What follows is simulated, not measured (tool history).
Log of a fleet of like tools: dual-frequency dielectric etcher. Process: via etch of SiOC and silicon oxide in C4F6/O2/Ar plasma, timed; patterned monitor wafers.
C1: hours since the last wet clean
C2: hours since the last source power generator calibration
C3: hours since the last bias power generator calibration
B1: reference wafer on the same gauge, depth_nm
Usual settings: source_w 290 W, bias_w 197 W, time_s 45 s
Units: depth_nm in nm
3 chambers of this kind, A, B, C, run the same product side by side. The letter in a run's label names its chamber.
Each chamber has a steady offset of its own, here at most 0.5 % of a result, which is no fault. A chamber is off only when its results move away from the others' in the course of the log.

run 1C hour=4.7 | source_w=290 bias_w=197 time_s=45 | C1=403.3 C2=1079.3 C3=2597.9 | B1=53.793 | depth_nm=46.188
run 2A hour=8.1 | source_w=290 bias_w=197 time_s=45 | C1=150.1 C2=2228.7 C3=3695.4 | B1=53.803 | depth_nm=46.047
run 3B hour=11.7 | source_w=290 bias_w=197 time_s=45 | C1=97.5 C2=3241.1 C3=223.3 | B1=53.778 | depth_nm=46.283
run 4A hour=15.4 | source_w=290 bias_w=197 time_s=45 | C1=157.4 C2=2236 C3=3702.7 | B1=53.765 | depth_nm=46.048
run 5B hour=19.6 | source_w=290 bias_w=182 time_s=34.5 | C1=105.4 C2=3249 C3=231.2 | B1=53.768 | depth_nm=34.501
run 6C hour=22.8 | source_w=290 bias_w=182 time_s=34.5 | C1=421.4 C2=1097.4 C3=2616 | B1=53.759 | depth_nm=34.477
run 7A hour=25.3 | source_w=290 bias_w=182 time_s=34.5 | C1=167.3 C2=2245.9 C3=3712.6 | B1=53.772 | depth_nm=34.402
run 8C hour=29.1 | source_w=240 bias_w=197 time_s=45 | C1=427.7 C2=1103.7 C3=2622.3 | B1=53.75 | depth_nm=42.966
run 9B hour=33.7 | source_w=240 bias_w=197 time_s=45 | C1=119.5 C2=3263.1 C3=245.3 | B1=53.74 | depth_nm=42.919
run 10C hour=37 | source_w=240 bias_w=197 time_s=45 | C1=435.6 C2=1111.6 C3=2630.2 | B1=53.741 | depth_nm=42.894
run 11A hour=40.2 | source_w=290 bias_w=197 time_s=45 | C1=182.2 C2=2260.8 C3=3727.5 | B1=53.728 | depth_nm=46.032
run 12B hour=44.2 | source_w=240 bias_w=197 time_s=36.5 | C1=130 C2=3273.6 C3=255.8 | B1=53.722 | depth_nm=34.899
run 13B hour=48.8 | source_w=240 bias_w=197 time_s=36.5 | C1=134.6 C2=3278.2 C3=260.4 | B1=53.715 | depth_nm=34.752
run 14C hour=51.4 | source_w=240 bias_w=197 time_s=36.5 | C1=450 C2=1126 C3=2644.6 | B1=53.724 | depth_nm=34.774
-- hour=52.7 chamber C: bias power generator calibrated
run 15A hour=56.5 | source_w=290 bias_w=197 time_s=45 | C1=198.5 C2=2277.1 C3=3743.8 | B1=53.716 | depth_nm=45.979
-- hour=58.9 chamber A: source power generator calibrated
run 16C hour=60.5 | source_w=290 bias_w=197 time_s=45 | C1=459.1 C2=1135.1 C3=7.9 | B1=53.699 | depth_nm=46.224
run 17A hour=65.1 | source_w=290 bias_w=197 time_s=45 | C1=207.1 C2=6.2 C3=3752.4 | B1=53.691 | depth_nm=46.075
-- hour=65.2 chamber C: wet clean of the chamber
run 18B hour=69.2 | source_w=290 bias_w=197 time_s=45 | C1=155 C2=3298.6 C3=280.8 | B1=53.692 | depth_nm=46.158
run 19A hour=71.4 | source_w=290 bias_w=197 time_s=45 | C1=213.4 C2=12.5 C3=3758.7 | B1=53.686 | depth_nm=46.125
run 20B hour=74.9 | source_w=290 bias_w=197 time_s=45 | C1=160.7 C2=3304.3 C3=286.5 | B1=53.672 | depth_nm=46.139
run 21C hour=79.7 | source_w=290 bias_w=197 time_s=45 | C1=14.6 C2=1154.3 C3=27.1 | B1=53.674 | depth_nm=46.108
run 22A hour=83 | source_w=290 bias_w=197 time_s=45 | C1=225 C2=24.1 C3=3770.3 | B1=53.671 | depth_nm=46.067
run 23C hour=87.7 | source_w=330 bias_w=155 time_s=45 | C1=22.6 C2=1162.3 C3=35.1 | B1=53.668 | depth_nm=44.951
run 24B hour=90.2 | source_w=330 bias_w=155 time_s=45 | C1=176 C2=3319.6 C3=301.8 | B1=53.653 | depth_nm=44.764
run 25B hour=93.4 | source_w=330 bias_w=155 time_s=45 | C1=179.2 C2=3322.8 C3=305 | B1=53.659 | depth_nm=44.75
run 26A hour=98.2 | source_w=290 bias_w=197 time_s=45 | C1=240.2 C2=39.3 C3=3785.5 | B1=53.635 | depth_nm=45.971
run 27C hour=101.9 | source_w=290 bias_w=197 time_s=45 | C1=36.8 C2=1176.5 C3=49.3 | B1=53.66 | depth_nm=45.96
run 28B hour=106.2 | source_w=290 bias_w=197 time_s=45 | C1=192 C2=3335.6 C3=317.8 | B1=53.656 | depth_nm=46.115
run 29A hour=110.8 | source_w=290 bias_w=197 time_s=45 | C1=252.8 C2=51.9 C3=3798.1 | B1=53.63 | depth_nm=46.039
run 30C hour=115.8 | source_w=290 bias_w=197 time_s=45 | C1=50.7 C2=1190.4 C3=63.2 | B1=53.61 | depth_nm=46.109
run 31B hour=118.6 | source_w=290 bias_w=197 time_s=45 | C1=204.4 C2=3348 C3=330.2 | B1=53.619 | depth_nm=46.08
run 32A hour=120.8 | source_w=290 bias_w=197 time_s=45 | C1=262.8 C2=61.9 C3=3808.1 | B1=53.612 | depth_nm=45.878
run 33C hour=124.5 | source_w=290 bias_w=197 time_s=45 | C1=59.4 C2=1199.1 C3=71.9 | B1=53.615 | depth_nm=45.976
run 34B hour=129.4 | source_w=290 bias_w=197 time_s=54 | C1=215.2 C2=3358.8 C3=341 | B1=53.585 | depth_nm=55.226
run 35A hour=132.7 | source_w=290 bias_w=197 time_s=54 | C1=274.7 C2=73.8 C3=3820 | B1=53.59 | depth_nm=55.167
run 36C hour=134.9 | source_w=290 bias_w=197 time_s=54 | C1=69.8 C2=1209.5 C3=82.3 | B1=53.596 | depth_nm=55.206
run 37B hour=137.5 | source_w=290 bias_w=197 time_s=45 | C1=223.3 C2=3366.9 C3=349.1 | B1=53.582 | depth_nm=46.037

Next, every chamber runs the same settings. What will each give?
run 38A hour=141.3 | source_w=290 bias_w=197 time_s=45 | depth_nm=?
run 38B hour=141.3 | source_w=290 bias_w=197 time_s=45 | depth_nm=?
run 38C hour=141.3 | source_w=290 bias_w=197 time_s=45 | depth_nm=?

run=38A depth_nm=45.94
run=38B depth_nm=45.968
run=38C depth_nm=46.011
